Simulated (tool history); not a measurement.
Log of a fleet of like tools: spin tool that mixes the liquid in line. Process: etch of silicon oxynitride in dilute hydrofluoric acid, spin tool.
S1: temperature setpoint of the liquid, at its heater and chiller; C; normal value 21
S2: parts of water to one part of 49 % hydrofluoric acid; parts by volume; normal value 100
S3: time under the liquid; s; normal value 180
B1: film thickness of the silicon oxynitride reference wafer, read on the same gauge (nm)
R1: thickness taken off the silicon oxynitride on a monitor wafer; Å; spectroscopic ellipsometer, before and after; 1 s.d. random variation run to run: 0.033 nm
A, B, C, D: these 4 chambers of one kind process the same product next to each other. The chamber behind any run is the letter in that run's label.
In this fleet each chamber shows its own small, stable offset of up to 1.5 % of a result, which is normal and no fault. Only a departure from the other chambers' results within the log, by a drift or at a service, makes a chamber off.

run	hour	S1	S2	S3	B1	R1
1B	14.1	21	100	180	119.99	44.904
2A	23.0	21	100	180	120.00	45.506
3C	29.9	21	100	180	120.02	45.237
4D	40.7	21	100	180	119.99	45.097
5C	52.9	21	100	180	120.00	46.084
6D	59.6	21	100	180	120.01	44.992
7B	73.0	21	100	180	119.99	45.385
8A	80.1	21	100	180	120.03	45.425
9D	87.9	21	100	180	120.01	45.410
10A	96.8	21	100	145	120.02	36.550
11B	105.2	21	100	145	120.01	35.936
12C	113.6	21	100	145	120.00	36.525
13A	123.1	21	100	145	120.02	37.447
14D	130.4	21	100	180	119.98	45.572
15C	144.1	21	100	180	119.99	45.536
16B	154.9	21	100	180	119.97	45.246
17C	167.3	21	100	180	119.99	45.189
18D	178.6	17	145	180	119.99	24.920
19A	187.7	17	145	180	120.00	26.030
20B	196.6	17	145	180	119.99	24.918
21D	204.3	17	145	180	119.97	25.293
22A	216.6	21	100	180	120.01	48.608
23B	223.6	21	100	180	120.01	44.927
# hour 224.5: chamber B: thermometer replaced
24C	237.4	21	100	180	119.99	45.654
25A	245.5	21	100	180	120.01	49.734
26C	255.4	21	100	180	120.01	45.513
27B	266.8	21	100	180	120.00	44.805

Each of the 4 chambers runs these same settings next. Fill in every chamber's results:
28A	277.1	21	100	180		?
28B	277.1	21	100	180		?
28C	277.1	21	100	180		?
28D	277.1	21	100	180		?

run	R1
28A	51.176
28B	44.996
28C	45.621
28D	46.060
